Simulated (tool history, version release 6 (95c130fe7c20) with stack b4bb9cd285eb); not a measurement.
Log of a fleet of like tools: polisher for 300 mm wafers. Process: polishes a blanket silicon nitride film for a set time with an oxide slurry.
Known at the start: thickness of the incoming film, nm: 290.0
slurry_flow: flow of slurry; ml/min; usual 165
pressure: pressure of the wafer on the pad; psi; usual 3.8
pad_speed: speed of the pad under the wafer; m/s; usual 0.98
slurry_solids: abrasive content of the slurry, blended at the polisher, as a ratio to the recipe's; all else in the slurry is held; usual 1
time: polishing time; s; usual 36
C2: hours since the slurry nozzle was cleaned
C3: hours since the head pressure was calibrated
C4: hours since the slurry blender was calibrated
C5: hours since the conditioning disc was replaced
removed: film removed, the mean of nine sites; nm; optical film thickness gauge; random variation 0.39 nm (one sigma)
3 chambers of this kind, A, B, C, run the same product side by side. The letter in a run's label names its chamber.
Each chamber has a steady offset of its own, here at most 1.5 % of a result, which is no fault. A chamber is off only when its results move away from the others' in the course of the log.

Run 1B, hour 12.8: usual settings; wafers polished on this pad 1200; C2 180.5; C3 52.2; C4 45.4; C5 200.8. Result: removed 28.680 nm.
At hour 13.4: chamber B: worn pad replaced by a new one.
At hour 15.2: chamber A: worn pad replaced by a new one.
Run 2A, hour 20.1: usual settings; wafers polished on this pad 66; C2 226.2; C3 922.1; C4 339.2; C5 86.5. Result: removed 28.223 nm.
Run 3C, hour 27.2: usual settings; wafers polished on this pad 875; C2 516.2; C3 238.2; C4 73.0; C5 184.1. Result: removed 29.506 nm.
Run 4B, hour 40.6: usual settings; wafers polished on this pad 365; C2 208.3; C3 80.0; C4 73.2; C5 228.6. Result: removed 28.618 nm.
At hour 48.3: chamber C: slurry blender recalibrated.
Run 5C, hour 49.3: usual settings; wafers polished on this pad 1172; C2 538.3; C3 260.3; C4 1.1; C5 206.2. Result: removed 28.680 nm.
At hour 53.0: chamber C: worn pad replaced by a new one.
Run 6A, hour 61.0: usual settings; wafers polished on this pad 616; C2 267.1; C3 963.0; C4 380.1; C5 127.4. Result: removed 28.234 nm.
Run 7A, hour 69.2: usual settings; wafers polished on this pad 726; C2 275.3; C3 971.2; C4 388.3; C5 135.6. Result: removed 28.227 nm.
At hour 74.8: chamber C: conditioning disc replaced and pad reconditioned.
At hour 79.2: chamber A: conditioning disc replaced and pad reconditioned.
Run 8B, hour 84.4: usual settings but slurry_flow 210 ml/min, time 45 s; wafers polished on this pad 954; C2 252.1; C3 123.8; C4 117.0; C5 272.4. Result: removed 37.183 nm.
At hour 89.0: chamber A: worn pad replaced by a new one.
Run 9C, hour 91.7: usual settings but slurry_flow 210 ml/min, time 45 s; wafers polished on this pad 520; C2 580.7; C3 302.7; C4 43.5; C5 16.9. Result: removed 37.435 nm.
At hour 95.3: chamber B: worn pad replaced by a new one.
At hour 98.1: chamber A: slurry blender recalibrated.
Run 10C, hour 99.1: usual settings but slurry_flow 210 ml/min, time 45 s; wafers polished on this pad 619; C2 588.1; C3 310.1; C4 50.9; C5 24.3. Result: removed 37.962 nm.
Run 11B, hour 112.9: usual settings but pressure 4.2 psi; wafers polished on this pad 237; C2 280.6; C3 152.3; C4 145.5; C5 300.9. Result: removed 32.079 nm.
Run 12A, hour 120.6: usual settings but pressure 4.2 psi; wafers polished on this pad 424; C2 326.7; C3 1022.6; C4 22.6; C5 41.4. Result: removed 30.777 nm.
At hour 121.2: chamber C: head pressure recalibrated.
At hour 128.5: chamber C: worn pad replaced by a new one.
Run 13B, hour 135.9: usual settings but pressure 4.2 psi; wafers polished on this pad 546; C2 303.6; C3 175.3; C4 168.5; C5 323.9. Result: removed 31.222 nm.
At hour 136.3: chamber A: head pressure recalibrated.
Run 14C, hour 148.1: usual settings; wafers polished on this pad 264; C2 637.1; C3 26.9; C4 99.9; C5 73.3. Result: removed 28.965 nm.
At hour 154.2: chamber B: slurry nozzle cleaned.
At hour 160.5: chamber C: slurry blender recalibrated.
Run 15A, hour 163.0: usual settings; wafers polished on this pad 994; C2 369.1; C3 26.7; C4 65.0; C5 83.8. Result: removed 25.068 nm.
At hour 164.9: chamber A: worn pad replaced by a new one.
At hour 177.0: chamber B: worn pad replaced by a new one.
Run 16B, hour 177.3: usual settings; wafers polished on this pad 4; C2 23.2; C3 216.7; C4 209.9; C5 365.3. Result: removed 28.908 nm.
At hour 179.5: chamber C: slurry nozzle cleaned.
Run 17A, hour 192.5: usual settings but pad_speed 1.26 m/s; wafers polished on this pad 371; C2 398.6; C3 56.2; C4 94.5; C5 113.3. Result: removed 30.887 nm.
Run 18C, hour 202.7: usual settings but pad_speed 1.26 m/s; wafers polished on this pad 997; C2 23.2; C3 81.5; C4 42.3; C5 127.9. Result: removed 36.083 nm.
At hour 205.3: chamber A: conditioning disc replaced and pad reconditioned.
At hour 217.7: chamber C: worn pad replaced by a new one.
Run 19B, hour 217.8: usual settings but pad_speed 1.26 m/s; wafers polished on this pad 548; C2 63.7; C3 257.2; C4 250.4; C5 405.8. Result: removed 34.978 nm.
Run 20C, hour 225.1: usual settings; wafers polished on this pad 100; C2 45.6; C3 103.9; C4 64.7; C5 150.3. Result: removed 29.124 nm.
Run 21A, hour 236.3: usual settings; wafers polished on this pad 960; C2 442.4; C3 100.0; C4 138.3; C5 31.0. Result: removed 25.279 nm.
At hour 245.4: chamber A: worn pad replaced by a new one.
Run 22C, hour 248.2: usual settings; wafers polished on this pad 410; C2 68.7; C3 127.0; C4 87.8; C5 173.4. Result: removed 28.851 nm.
At hour 251.7: chamber B: worn pad replaced by a new one.
Run 23B, hour 255.8: usual settings; wafers polished on this pad 56; C2 101.7; C3 295.2; C4 288.4; C5 443.8. Result: removed 28.519 nm.
At hour 256.2: chamber C: slurry blender recalibrated.
Run 24A, hour 262.6: usual settings; wafers polished on this pad 232; C2 468.7; C3 126.3; C4 164.6; C5 57.3. Result: removed 25.449 nm.
Run 25B, hour 274.3: usual settings; wafers polished on this pad 304; C2 120.2; C3 313.7; C4 306.9; C5 462.3. Result: removed 28.811 nm.
Run 26C, hour 284.6: usual settings; wafers polished on this pad 899; C2 105.1; C3 163.4; C4 28.4; C5 209.8. Result: removed 28.596 nm.
At hour 290.9: chamber C: worn pad replaced by a new one.
Run 27A, hour 292.1: usual settings; wafers polished on this pad 628; C2 498.2; C3 155.8; C4 194.1; C5 86.8. Result: removed 25.069 nm.
Run 28B, hour 298.9: usual settings; wafers polished on this pad 635; C2 144.8; C3 338.3; C4 331.5; C5 486.9. Result: removed 28.848 nm.
At hour 303.0: chamber C: conditioning disc replaced and pad reconditioned.
Run 29C, hour 306.1: usual settings; wafers polished on this pad 204; C2 126.6; C3 184.9; C4 49.9; C5 3.1. Result: removed 28.853 nm.
Run 30A, hour 317.4: usual settings; wafers polished on this pad 968; C2 523.5; C3 181.1; C4 219.4; C5 112.1. Result: removed 25.459 nm.
At hour 322.8: chamber B: worn pad replaced by a new one.
Run 31C, hour 324.8: usual settings but slurry_flow 140 ml/min, time 46 s; wafers polished on this pad 455; C2 145.3; C3 203.6; C4 68.6; C5 21.8. Result: removed 36.706 nm.
At hour 325.0: chamber B: slurry blender recalibrated.
At hour 328.1: chamber A: worn pad replaced by a new one.
Run 32A, hour 339.1: usual settings but slurry_flow 140 ml/min, time 46 s; wafers polished on this pad 148; C2 545.2; C3 202.8; C4 241.1; C5 133.8. Result: removed 31.399 nm.
Run 33B, hour 350.3: usual settings but slurry_flow 140 ml/min, time 46 s; wafers polished on this pad 369; C2 196.2; C3 389.7; C4 25.4; C5 538.3. Result: removed 34.540 nm.
Run 34C, hour 360.1: usual settings; wafers polished on this pad 929; C2 180.6; C3 238.9; C4 103.9; C5 57.1. Result: removed 28.962 nm.
At hour 364.9: chamber C: worn pad replaced by a new one.
At hour 366.5: chamber B: conditioning disc replaced and pad reconditioned.
At hour 368.3: chamber C: slurry blender recalibrated.
Run 35A, hour 370.1: usual settings; wafers polished on this pad 564; C2 576.2; C3 233.8; C4 272.1; C5 164.8. Result: removed 25.164 nm.
At hour 373.9: chamber A: conditioning disc replaced and pad reconditioned.
Run 36B, hour 385.4: usual settings; wafers polished on this pad 841; C2 231.3; C3 424.8; C4 60.5; C5 18.9. Result: removed 28.782 nm.
Run 37A, hour 396.2: usual settings; wafers polished on this pad 915; C2 602.3; C3 259.9; C4 298.2; C5 22.4. Result: removed 25.508 nm.
Run 38B, hour 403.8: usual settings; wafers polished on this pad 1088; C2 249.7; C3 443.2; C4 78.9; C5 37.3. Result: removed 28.576 nm.
At hour 412.4: chamber C: head pressure recalibrated.
Run 39C, hour 415.3: usual settings; wafers polished on this pad 677; C2 235.8; C3 3.0; C4 47.0; C5 112.3. Result: removed 29.321 nm.

All 3 chambers run these settings next. Forecast each chamber's results:
Run 40A, hour 426.4: usual settings. Result: removed ?.
Run 40B, hour 426.4: usual settings. Result: removed ?.
Run 40C, hour 426.4: usual settings. Result: removed ?.

run  removed
40A   25.635
40B   28.097
40C   28.698
